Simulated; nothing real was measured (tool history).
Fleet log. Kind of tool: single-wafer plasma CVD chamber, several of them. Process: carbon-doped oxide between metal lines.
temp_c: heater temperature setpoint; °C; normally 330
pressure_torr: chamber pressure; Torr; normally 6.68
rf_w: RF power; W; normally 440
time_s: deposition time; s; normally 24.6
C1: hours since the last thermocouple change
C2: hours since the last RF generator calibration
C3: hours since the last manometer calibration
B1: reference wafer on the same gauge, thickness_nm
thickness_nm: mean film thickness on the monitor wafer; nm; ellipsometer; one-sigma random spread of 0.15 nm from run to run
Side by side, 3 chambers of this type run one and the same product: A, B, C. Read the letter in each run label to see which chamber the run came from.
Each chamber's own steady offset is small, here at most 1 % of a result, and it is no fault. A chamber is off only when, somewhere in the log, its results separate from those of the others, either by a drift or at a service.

{"hour": 1.0, "done": "chamber B: thermocouple changed; heater temperature recalibrated"}
{"run": "1A", "hour": 5.5, "temp_c": 330, "pressure_torr": 6.68, "rf_w": 440, "time_s": 24.6, "C1": 497.6, "C2": 1255.9, "C3": 2250.1, "B1": 124.01, "thickness_nm": 126.26}
{"run": "2B", "hour": 13.5, "temp_c": 330, "pressure_torr": 6.68, "rf_w": 440, "time_s": 24.6, "C1": 12.6, "C2": 473.5, "C3": 577.6, "B1": 123.99, "thickness_nm": 127.36}
{"run": "3C", "hour": 21.4, "temp_c": 330, "pressure_torr": 6.68, "rf_w": 440, "time_s": 24.6, "C1": 1138.1, "C2": 1065.8, "C3": 379.7, "B1": 123.91, "thickness_nm": 127.35}
{"run": "4A", "hour": 29.8, "temp_c": 330, "pressure_torr": 6.68, "rf_w": 440, "time_s": 24.6, "C1": 521.9, "C2": 1280.2, "C3": 2274.4, "B1": 123.92, "thickness_nm": 125.93}
{"run": "5B", "hour": 36.0, "temp_c": 330, "pressure_torr": 6.68, "rf_w": 440, "time_s": 24.6, "C1": 35.1, "C2": 496, "C3": 600.1, "B1": 123.9, "thickness_nm": 127.68}
{"run": "6C", "hour": 44.0, "temp_c": 330, "pressure_torr": 6.68, "rf_w": 440, "time_s": 24.6, "C1": 1160.7, "C2": 1088.4, "C3": 402.3, "B1": 123.89, "thickness_nm": 127.53}
{"run": "7A", "hour": 50.5, "temp_c": 319, "pressure_torr": 6.68, "rf_w": 440, "time_s": 24.6, "C1": 542.6, "C2": 1300.9, "C3": 2295.1, "B1": 123.87, "thickness_nm": 131.01}
{"run": "8C", "hour": 56.3, "temp_c": 319, "pressure_torr": 6.68, "rf_w": 440, "time_s": 24.6, "C1": 1173, "C2": 1100.7, "C3": 414.6, "B1": 123.84, "thickness_nm": 132.63}
{"run": "9B", "hour": 63.3, "temp_c": 319, "pressure_torr": 6.68, "rf_w": 440, "time_s": 24.6, "C1": 62.4, "C2": 523.3, "C3": 627.4, "B1": 123.82, "thickness_nm": 132.54}
{"run": "10B", "hour": 70.0, "temp_c": 345, "pressure_torr": 6.68, "rf_w": 475, "time_s": 24.6, "C1": 69.1, "C2": 530, "C3": 634.1, "B1": 123.83, "thickness_nm": 128.04}
{"hour": 76.9, "done": "chamber C: thermocouple changed; heater temperature recalibrated"}
{"run": "11C", "hour": 79.8, "temp_c": 345, "pressure_torr": 6.68, "rf_w": 475, "time_s": 24.6, "C1": 3, "C2": 1124.2, "C3": 438.1, "B1": 123.75, "thickness_nm": 127.85}
{"run": "12A", "hour": 85.2, "temp_c": 345, "pressure_torr": 6.68, "rf_w": 475, "time_s": 24.6, "C1": 577.3, "C2": 1335.6, "C3": 2329.8, "B1": 123.79, "thickness_nm": 126.34}
{"run": "13B", "hour": 92.9, "temp_c": 330, "pressure_torr": 6.68, "rf_w": 440, "time_s": 24.6, "C1": 92, "C2": 552.9, "C3": 657, "B1": 123.75, "thickness_nm": 127.33}
{"run": "14A", "hour": 102.3, "temp_c": 330, "pressure_torr": 6.68, "rf_w": 440, "time_s": 27.5, "C1": 594.4, "C2": 1352.7, "C3": 2346.9, "B1": 123.71, "thickness_nm": 140.28}
{"run": "15C", "hour": 112.1, "temp_c": 330, "pressure_torr": 6.68, "rf_w": 440, "time_s": 27.5, "C1": 35.3, "C2": 1156.5, "C3": 470.4, "B1": 123.7, "thickness_nm": 142.6}
{"run": "16A", "hour": 117.1, "temp_c": 330, "pressure_torr": 6.68, "rf_w": 440, "time_s": 27.5, "C1": 609.2, "C2": 1367.5, "C3": 2361.7, "B1": 123.71, "thickness_nm": 140.54}
{"run": "17C", "hour": 123.1, "temp_c": 330, "pressure_torr": 6.68, "rf_w": 440, "time_s": 24.6, "C1": 46.3, "C2": 1167.5, "C3": 481.4, "B1": 123.68, "thickness_nm": 127.28}
{"run": "18B", "hour": 130.1, "temp_c": 330, "pressure_torr": 6.68, "rf_w": 440, "time_s": 24.6, "C1": 129.2, "C2": 590.1, "C3": 694.2, "B1": 123.62, "thickness_nm": 126.98}
{"run": "19A", "hour": 138.1, "temp_c": 330, "pressure_torr": 6.68, "rf_w": 440, "time_s": 24.6, "C1": 630.2, "C2": 1388.5, "C3": 2382.7, "B1": 123.64, "thickness_nm": 125.67}
{"run": "20C", "hour": 145.8, "temp_c": 330, "pressure_torr": 6.68, "rf_w": 440, "time_s": 24.6, "C1": 69, "C2": 1190.2, "C3": 504.1, "B1": 123.58, "thickness_nm": 127.33}
{"run": "21B", "hour": 153.0, "temp_c": 330, "pressure_torr": 6.68, "rf_w": 440, "time_s": 24.6, "C1": 152.1, "C2": 613, "C3": 717.1, "B1": 123.57, "thickness_nm": 127.12}
{"run": "22C", "hour": 157.9, "temp_c": 330, "pressure_torr": 6.68, "rf_w": 440, "time_s": 24.6, "C1": 81.1, "C2": 1202.3, "C3": 516.2, "B1": 123.57, "thickness_nm": 127.34}
{"run": "23A", "hour": 165.7, "temp_c": 330, "pressure_torr": 6.68, "rf_w": 440, "time_s": 24.6, "C1": 657.8, "C2": 1416.1, "C3": 2410.3, "B1": 123.55, "thickness_nm": 125.58}
{"run": "24B", "hour": 170.1, "temp_c": 330, "pressure_torr": 6.68, "rf_w": 440, "time_s": 24.6, "C1": 169.2, "C2": 630.1, "C3": 734.2, "B1": 123.57, "thickness_nm": 127.25}
{"run": "25B", "hour": 177.0, "temp_c": 330, "pressure_torr": 6.68, "rf_w": 440, "time_s": 24.6, "C1": 176.1, "C2": 637, "C3": 741.1, "B1": 123.55, "thickness_nm": 127.24}
{"run": "26C", "hour": 182.7, "temp_c": 330, "pressure_torr": 5.97, "rf_w": 385, "time_s": 24.6, "C1": 105.9, "C2": 1227.1, "C3": 541, "B1": 123.49, "thickness_nm": 114.3}
{"run": "27A", "hour": 187.0, "temp_c": 330, "pressure_torr": 5.97, "rf_w": 385, "time_s": 24.6, "C1": 679.1, "C2": 1437.4, "C3": 2431.6, "B1": 123.5, "thickness_nm": 112.48}
{"run": "28B", "hour": 194.5, "temp_c": 330, "pressure_torr": 5.97, "rf_w": 385, "time_s": 24.6, "C1": 193.6, "C2": 654.5, "C3": 758.6, "B1": 123.5, "thickness_nm": 113.98}
{"run": "29C", "hour": 201.1, "temp_c": 330, "pressure_torr": 6.68, "rf_w": 440, "time_s": 24.6, "C1": 124.3, "C2": 1245.5, "C3": 559.4, "B1": 123.45, "thickness_nm": 127.09}
{"run": "30A", "hour": 208.1, "temp_c": 330, "pressure_torr": 6.68, "rf_w": 440, "time_s": 24.6, "C1": 700.2, "C2": 1458.5, "C3": 2452.7, "B1": 123.44, "thickness_nm": 125.25}
{"run": "31A", "hour": 213.3, "temp_c": 330, "pressure_torr": 6.68, "rf_w": 440, "time_s": 24.6, "C1": 705.4, "C2": 1463.7, "C3": 2457.9, "B1": 123.43, "thickness_nm": 125.25}

Has any chamber moved away from the others, gradually or after a service, or does the common gauge drift, or do the chambers differ only by their own small steady offsets? State the chamber and the most likely cause if one applies.

The gauge drifts, so all chambers seem to drift together. No chamber is off.
What lies behind it: gauge reads low (%) = 0.477.
